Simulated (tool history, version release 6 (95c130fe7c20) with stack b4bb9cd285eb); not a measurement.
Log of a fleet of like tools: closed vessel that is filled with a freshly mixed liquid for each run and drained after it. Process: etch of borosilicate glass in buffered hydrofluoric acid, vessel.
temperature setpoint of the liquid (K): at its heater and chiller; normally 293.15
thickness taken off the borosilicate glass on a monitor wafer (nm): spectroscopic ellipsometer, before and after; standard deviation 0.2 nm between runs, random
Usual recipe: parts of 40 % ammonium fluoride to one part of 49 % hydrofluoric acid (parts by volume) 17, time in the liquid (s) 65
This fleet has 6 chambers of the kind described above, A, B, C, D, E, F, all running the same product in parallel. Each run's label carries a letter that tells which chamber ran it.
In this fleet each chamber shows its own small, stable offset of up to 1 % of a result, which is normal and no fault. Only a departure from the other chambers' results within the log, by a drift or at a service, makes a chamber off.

run   hour  temperature setpoint of the liquid (K)  parts of 40 % ammonium fluoride to one part of 49 % hydrofluoric acid (parts by volume)  time in the liquid (s)  read-back film thickness of the borosilicate glass reference wafer, read on the same gauge (nm)  thickness taken off the borosilicate glass on a monitor wafer (nm)
 1D   12.9                                  293.15                                                                                       17                      65                                                                                            89.99                                                              38.974
 2A   23.6                                  293.15                                                                                       17                      65                                                                                           89.985                                                              38.328
 3C   35.6                                  293.15                                                                                       17                      65                                                                                           89.971                                                              38.765
 4B   51.6                                  293.15                                                                                       17                      65                                                                                           90.016                                                              38.527
 5F   65.2                                  293.15                                                                                       17                      65                                                                                            89.99                                                              38.521
      68.3  -- chamber F: thermometer replaced
 6E   75.6                                  293.15                                                                                       17                      65                                                                                           89.986                                                              38.475
 7C   91.6                                  293.15                                                                                       17                      65                                                                                           89.991                                                              38.975
 8B  100.8                                  293.15                                                                                       17                      65                                                                                           89.977                                                              38.139
 9F  114.4                                  293.15                                                                                       17                      65                                                                                            89.98                                                              38.823
10A  127.4                                  293.15                                                                                       17                      65                                                                                           90.017                                                              38.435
11D  136.1                                  293.15                                                                                       17                      65                                                                                           89.988                                                              38.717
12E  148.1                                  293.15                                                                                       17                      65                                                                                           89.971                                                              38.606
13C  160.1                                  293.15                                                                                       17                      65                                                                                           89.985                                                              38.738
14B  170.1                                  293.15                                                                                       17                      65                                                                                               90                                                              38.681
15A  184.4                                  293.15                                                                                       17                      65                                                                                           89.985                                                              38.489
16F  195.7                                  293.15                                                                                       17                      65                                                                                           90.011                                                              38.526
       210  -- chamber E: thermometer replaced
17D  211.8                                  293.15                                                                                       17                      65                                                                                           89.985                                                              38.415
     220.6  -- chamber A: hydrofluoric acid flow meter replaced
18E  223.9                                  293.15                                                                                       17                      65                                                                                           89.989                                                              38.675
19E  239.4                                  293.15                                                                                       17                      65                                                                                           90.002                                                              38.933
20C  248.3                                  293.15                                                                                       20                      65                                                                                           89.995                                                              32.809
21A  262.8                                  293.15                                                                                       20                      65                                                                                           90.009                                                              33.026
22F  273.6                                  293.15                                                                                       20                      65                                                                                           89.966                                                              32.866
23D  283.2                                  293.15                                                                                       20                      65                                                                                           89.985                                                              33.172
24B  292.4                                  293.15                                                                                       20                      65                                                                                           90.035                                                              32.602
25E  299.9                                  293.15                                                                                       20                      65                                                                                           89.996                                                              32.931
26B  315.1                                  293.15                                                                                       15                      65                                                                                           89.977                                                              43.567
27C  329.1                                  293.15                                                                                       15                      65                                                                                           90.011                                                              43.942
28A  342.8                                  293.15                                                                                       15                      65                                                                                           90.002                                                              43.614
29D    354                                  293.15                                                                                       15                      65                                                                                           89.994                                                              43.691
30F  367.3                                  293.15                                                                                       15                      65                                                                                           89.999                                                              43.666
31B    378                                  293.15                                                                                       15                      65                                                                                           90.005                                                              43.607
     378.8  -- chamber F: hydrofluoric acid flow meter replaced
32A  387.6                                  293.15                                                                                       17                      65                                                                                           90.008                                                              38.542
33E  401.2                                  293.15                                                                                       17                      65                                                                                           89.996                                                              38.426
34C  416.8                                  293.15                                                                                       17                      65                                                                                           89.975                                                              38.762
35D  424.8                                  293.15                                                                                       17                      65                                                                                            90.02                                                              38.861
36F  435.2                                  293.15                                                                                       24                     100                                                                                           89.984                                                              44.758
37A  451.5                                  293.15                                                                                       24                     100                                                                                           89.985                                                              44.728

Each of the 6 chambers runs these same settings next. Fill in every chamber's results:
38A  463.1                                  293.15                                                                                       17                      65                                                                                                                                                                    ?
38B  463.1                                  293.15                                                                                       17                      65                                                                                                                                                                    ?
38C  463.1                                  293.15                                                                                       17                      65                                                                                                                                                                    ?
38D  463.1                                  293.15                                                                                       17                      65                                                                                                                                                                    ?
38E  463.1                                  293.15                                                                                       17                      65                                                                                                                                                                    ?
38F  463.1                                  293.15                                                                                       17                      65                                                                                                                                                                    ?

run  thickness taken off the borosilicate glass on a monitor wafer (nm)
38A                                                               38.78
38B                                                              38.332
38C                                                               38.57
38D                                                              38.239
38E                                                              38.985
38F                                                              38.286

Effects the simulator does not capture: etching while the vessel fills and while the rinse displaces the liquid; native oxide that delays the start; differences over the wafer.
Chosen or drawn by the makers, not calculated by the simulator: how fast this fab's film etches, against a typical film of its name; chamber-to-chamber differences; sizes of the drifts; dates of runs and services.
